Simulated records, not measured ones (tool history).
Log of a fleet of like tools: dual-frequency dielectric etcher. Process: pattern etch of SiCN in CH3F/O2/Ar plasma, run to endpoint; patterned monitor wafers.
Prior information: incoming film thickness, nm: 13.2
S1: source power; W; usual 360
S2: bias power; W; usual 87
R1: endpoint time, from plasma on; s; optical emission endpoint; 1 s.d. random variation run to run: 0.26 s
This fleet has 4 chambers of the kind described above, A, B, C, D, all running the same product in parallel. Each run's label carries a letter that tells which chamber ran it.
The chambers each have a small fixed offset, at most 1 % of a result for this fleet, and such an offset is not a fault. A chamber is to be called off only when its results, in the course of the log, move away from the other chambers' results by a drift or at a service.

run   hour   S1   S2      R1
 1D    6.4  360   87  34.653
 2C   12.5  360   87  34.400
 3B   18.3  360   87  34.258
 4A   22.0  360   87  34.199
 5A   28.5  360   87  34.144
 6B   33.4  360   87  34.308
 7D   37.7  310   73  38.618
      39.1  -- chamber D: wet clean of the chamber
 8C   42.5  310   73  38.686
 9A   47.7  310   73  38.406
10B   52.4  310   73  38.996
11D   58.4  300  101  34.022
12C   62.4  300  101  35.006
13B   67.5  300  101  35.077
14A   71.2  300  101  34.465
15D   74.8  390   87  33.162
16C   79.3  390   87  33.424
      82.2  -- chamber A: wet clean of the chamber
17B   85.1  390   87  33.828
18A   91.5  390   87  32.936
      97.4  -- chamber C: wet clean of the chamber
19C   98.7  360   87  34.450
20D  104.9  310   96  34.695
21A  109.5  310   96  34.681
22B  115.2  310   96  34.569
23D  119.9  310   96  34.360
24C  125.7  360   87  35.130
25D  129.0  360   87  33.674
26B  135.2  360   87  34.553
27A  141.4  440   87  31.808
28C  144.7  440   87  32.079

Which is it: a chamber that has drifted or been left off by a service, a gauge drift common to all chambers, or only each chamber's usual small offset? If a chamber is off, name it and its likeliest cause.

Nothing is wrong: each chamber keeps only its own small, steady offset and the gauge holds still.

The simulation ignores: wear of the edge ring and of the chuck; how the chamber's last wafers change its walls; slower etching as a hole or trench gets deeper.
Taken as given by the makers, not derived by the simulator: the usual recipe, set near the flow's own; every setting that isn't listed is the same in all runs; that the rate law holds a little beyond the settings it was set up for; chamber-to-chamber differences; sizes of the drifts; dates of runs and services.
